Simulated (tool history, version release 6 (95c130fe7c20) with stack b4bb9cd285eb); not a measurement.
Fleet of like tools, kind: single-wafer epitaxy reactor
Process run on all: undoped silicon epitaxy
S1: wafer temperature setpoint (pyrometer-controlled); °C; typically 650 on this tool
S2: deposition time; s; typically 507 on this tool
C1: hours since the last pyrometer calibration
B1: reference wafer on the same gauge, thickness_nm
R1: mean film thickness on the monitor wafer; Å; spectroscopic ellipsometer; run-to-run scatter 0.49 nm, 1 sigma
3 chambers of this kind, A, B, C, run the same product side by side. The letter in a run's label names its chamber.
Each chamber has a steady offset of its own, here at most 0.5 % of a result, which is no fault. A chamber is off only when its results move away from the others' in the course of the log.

{"run": "1C", "day": 0.233, "S1": 650, "S2": 507, "C1": 396.1, "B1": 97.38, "R1": 846.76}
{"run": "2B", "day": 0.725, "S1": 650, "S2": 507, "C1": 253.7, "B1": 97.568, "R1": 855.57}
{"run": "3A", "day": 0.954, "S1": 650, "S2": 507, "C1": 941.7, "B1": 97.457, "R1": 858.3}
{"run": "4C", "day": 1.304, "S1": 650, "S2": 507, "C1": 421.8, "B1": 97.598, "R1": 844.75}
{"run": "5B", "day": 1.708, "S1": 650, "S2": 507, "C1": 277.3, "B1": 97.51, "R1": 851.38}
{"run": "6A", "day": 2.196, "S1": 636, "S2": 507, "C1": 971.5, "B1": 97.543, "R1": 625.84}
{"run": "7A", "day": 2.658, "S1": 636, "S2": 507, "C1": 982.6, "B1": 97.594, "R1": 624.29}
{"run": "8C", "day": 3.0, "S1": 636, "S2": 507, "C1": 462.5, "B1": 97.448, "R1": 623.57}
{"run": "9B", "day": 3.412, "S1": 650, "S2": 507, "C1": 318.2, "B1": 97.418, "R1": 861.41}
{"run": "10A", "day": 3.646, "S1": 650, "S2": 507, "C1": 1006.3, "B1": 97.674, "R1": 859.46}
{"run": "11B", "day": 4.004, "S1": 636, "S2": 428, "C1": 332.4, "B1": 97.483, "R1": 531.12}
{"run": "12C", "day": 4.471, "S1": 636, "S2": 428, "C1": 497.8, "B1": 97.342, "R1": 519.76}
{"run": "13B", "day": 4.808, "S1": 636, "S2": 428, "C1": 351.7, "B1": 97.419, "R1": 532.27}
{"run": "14C", "day": 5.275, "S1": 650, "S2": 507, "C1": 517.1, "B1": 97.489, "R1": 850.7}
{"run": "15A", "day": 5.779, "S1": 650, "S2": 507, "C1": 1057.5, "B1": 97.486, "R1": 860.08}
{"run": "16B", "day": 6.275, "S1": 650, "S2": 507, "C1": 386.9, "B1": 97.44, "R1": 861.66}
{"run": "17C", "day": 6.546, "S1": 650, "S2": 507, "C1": 547.6, "B1": 97.527, "R1": 851.72}
{"run": "18A", "day": 6.808, "S1": 650, "S2": 507, "C1": 1082.2, "B1": 97.528, "R1": 850.48}
{"run": "19C", "day": 7.046, "S1": 650, "S2": 507, "C1": 559.6, "B1": 97.424, "R1": 849.45}
{"run": "20A", "day": 7.496, "S1": 650, "S2": 507, "C1": 1098.7, "B1": 97.462, "R1": 858.1}
{"run": "21B", "day": 7.75, "S1": 650, "S2": 507, "C1": 422.3, "B1": 97.545, "R1": 876.22}
{"run": "22B", "day": 8.217, "S1": 650, "S2": 507, "C1": 433.5, "B1": 97.617, "R1": 885.86}
{"run": "23A", "day": 8.567, "S1": 650, "S2": 507, "C1": 1124.4, "B1": 97.437, "R1": 850.86}
{"run": "24C", "day": 8.796, "S1": 650, "S2": 507, "C1": 601.6, "B1": 97.689, "R1": 846.29}
{"run": "25B", "day": 9.192, "S1": 637, "S2": 507, "C1": 456.9, "B1": 97.608, "R1": 660.34}
{"run": "26A", "day": 9.512, "S1": 637, "S2": 507, "C1": 1147.1, "B1": 97.562, "R1": 645.64}
{"run": "27C", "day": 9.746, "S1": 637, "S2": 507, "C1": 624.4, "B1": 97.51, "R1": 634.11}
{"run": "28A", "day": 10.092, "S1": 650, "S2": 507, "C1": 1161.0, "B1": 97.522, "R1": 846.17}
{"run": "29B", "day": 10.471, "S1": 650, "S2": 507, "C1": 487.6, "B1": 97.48, "R1": 886.45}
{"run": "30C", "day": 10.862, "S1": 650, "S2": 507, "C1": 651.2, "B1": 97.63, "R1": 856.88}
{"run": "31C", "day": 11.083, "S1": 640, "S2": 596, "C1": 656.5, "B1": 97.437, "R1": 795.42}
{"run": "32B", "day": 11.508, "S1": 640, "S2": 596, "C1": 512.5, "B1": 97.336, "R1": 856.64}
{"run": "33A", "day": 11.971, "S1": 640, "S2": 596, "C1": 1206.1, "B1": 97.536, "R1": 812.87}
{"run": "34A", "day": 12.304, "S1": 650, "S2": 507, "C1": 1214.1, "B1": 97.653, "R1": 858.81}
{"run": "35C", "day": 12.65, "S1": 650, "S2": 507, "C1": 694.1, "B1": 97.513, "R1": 855.09}
{"run": "36B", "day": 13.142, "S1": 650, "S2": 507, "C1": 551.7, "B1": 97.37, "R1": 899.25}
{"run": "37C", "day": 13.404, "S1": 650, "S2": 507, "C1": 712.2, "B1": 97.505, "R1": 851.77}
{"run": "38B", "day": 13.662, "S1": 650, "S2": 507, "C1": 564.2, "B1": 97.565, "R1": 909.9}
{"run": "39A", "day": 13.962, "S1": 639, "S2": 507, "C1": 1253.9, "B1": 97.642, "R1": 667.37}
{"run": "40B", "day": 14.404, "S1": 639, "S2": 507, "C1": 582.0, "B1": 97.484, "R1": 716.65}

Does one chamber stand apart from the rest, does the shared gauge drift, or is all well apart from small per-chamber offsets? Give the chamber and the most likely cause, where there is one.

One chamber, B, drifts off from the rest bit by bit.
What lies behind it: wafer temperature above the value expected at the setpoint (K) = 3.18.

Chamber B could run next with any of the 4 candidate recipes listed below; each alters the usual settings, and their results appear as question marks. Which one brings its results back in line with what the other chambers deliver on the usual settings?
Maximum distance from the other chambers' mean on the usual settings for a result to count as in line: R1 17.00 Å
{"run": "41B-1", "day": 14.767, "S1": 648, "S2": 498, "R1": "?"}
{"run": "41B-2", "day": 14.767, "S1": 652, "S2": 516, "R1": "?"}
{"run": "41B-3", "day": 14.767, "S1": 650, "S2": 568, "R1": "?"}
{"run": "41B-4", "day": 14.767, "S1": 646, "S2": 490, "R1": "?"}

What the other chambers average on the usual settings: R1 853.56 Å
run=41B-1 R1=859.84
run=41B-2 R1=971.46
run=41B-3 R1=1024.20
run=41B-4 R1=809.97
The right change is 41B-1: it brings the chamber back within the allowed miss of the others.
